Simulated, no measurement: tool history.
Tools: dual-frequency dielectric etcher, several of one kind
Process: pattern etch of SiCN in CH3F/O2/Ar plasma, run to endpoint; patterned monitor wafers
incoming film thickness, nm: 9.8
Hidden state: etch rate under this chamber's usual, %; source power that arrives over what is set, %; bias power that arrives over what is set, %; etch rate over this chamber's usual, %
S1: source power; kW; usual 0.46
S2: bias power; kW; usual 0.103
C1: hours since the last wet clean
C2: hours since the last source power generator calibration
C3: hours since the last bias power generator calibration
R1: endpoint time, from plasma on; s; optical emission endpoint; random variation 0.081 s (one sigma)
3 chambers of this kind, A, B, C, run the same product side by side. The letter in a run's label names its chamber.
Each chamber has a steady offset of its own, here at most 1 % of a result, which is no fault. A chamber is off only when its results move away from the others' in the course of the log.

run     day    S1     S2     C1      C2      C3      R1
 1B   0.321  0.46  0.103  487.4  1364.1  1498.3  21.863
 2C   0.642  0.46  0.103  388.9  2918.5  2451.7  21.605
 3A   0.946  0.46  0.103  265.3  1417.6  1236.9  21.804
 4C   1.271  0.46  0.103    404  2933.6  2466.8   21.55
 5B   1.562  0.46  0.103  517.2  1393.9  1528.1  21.723
 6A    2.05  0.53  0.083  291.8  1444.1  1263.4  22.385
      2.192  -- chamber B: wet clean of the chamber
 7C   2.562  0.53  0.083    435  2964.6  2497.8  22.145
 8B   2.858  0.53  0.083   16.1    1425  1559.2   22.41
      3.162  -- chamber C: wet clean of the chamber
 9A   3.292  0.46  0.103  321.6  1473.9  1293.2  21.766
10C   3.517  0.46  0.103    8.5  2987.5  2520.7  21.648
11B   3.779  0.46  0.103   38.2  1447.1  1581.3  21.882
12A   4.246  0.46  0.103  344.5  1496.8  1316.1  21.837
13A   4.475  0.46  0.103    350  1502.3  1321.6  21.901
14B   4.721  0.56  0.092   60.8  1469.7  1603.9  21.196
15C   5.125  0.56  0.092   47.1  3026.1  2559.3  21.017
16A   5.358  0.56  0.092  371.2  1523.5  1342.8  21.356
17B   5.596  0.46  0.103   81.8  1490.7  1624.9  21.678
18C   5.879  0.46  0.103   65.2  3044.2  2577.4  21.531
19B   6.108  0.46  0.103   94.1    1503  1637.2  21.741
20A   6.588  0.46  0.103  400.7    1553  1372.3   22.07
21C   6.867  0.55  0.103   88.9  3067.9  2601.1  19.984
22C   7.221  0.55  0.103   97.4  3076.4  2609.6  20.186
23A   7.696  0.55  0.103  427.3  1579.6  1398.9  20.977
24B     8.1  0.46  0.103  141.9  1550.8    1685  21.736
25C   8.429  0.46  0.103  126.4  3105.4  2638.6  21.681
26A   8.908  0.46  0.103  456.4  1608.7    1428  22.581
27B   9.221  0.46  0.103  168.8  1577.7  1711.9  21.776
28B   9.717  0.51  0.093  180.7  1589.6  1723.8  21.789
29A  10.129  0.51  0.093  485.7    1638  1457.3   22.51

What goes on in this fleet: one chamber off, a drifting gauge, or nothing beyond the chambers' own small offsets? Name the chamber and the cause, if any.

Chamber A drifts away from the others.
Cause: etch rate under this chamber's usual, % = 4.35.

Here are 4 candidates for chamber A's next run, each the usual settings with a change, their results left as question marks. Which one brings its results back in line with what the others give on the usual settings?
In line means no further than this from the other chambers' mean on the usual settings: R1 0.28 s
30A-1  10.5   0.4  0.103               ?
30A-2  10.5  0.56  0.103               ?
30A-3  10.5  0.52  0.103               ?
30A-4  10.5  0.41  0.093               ?

The other chambers' mean on the usual settings: R1 21.678 s
  run      R1
30A-1  23.953
30A-2   21.14
30A-3  21.731
30A-4  24.675
30A-3 brings the chamber back in line.
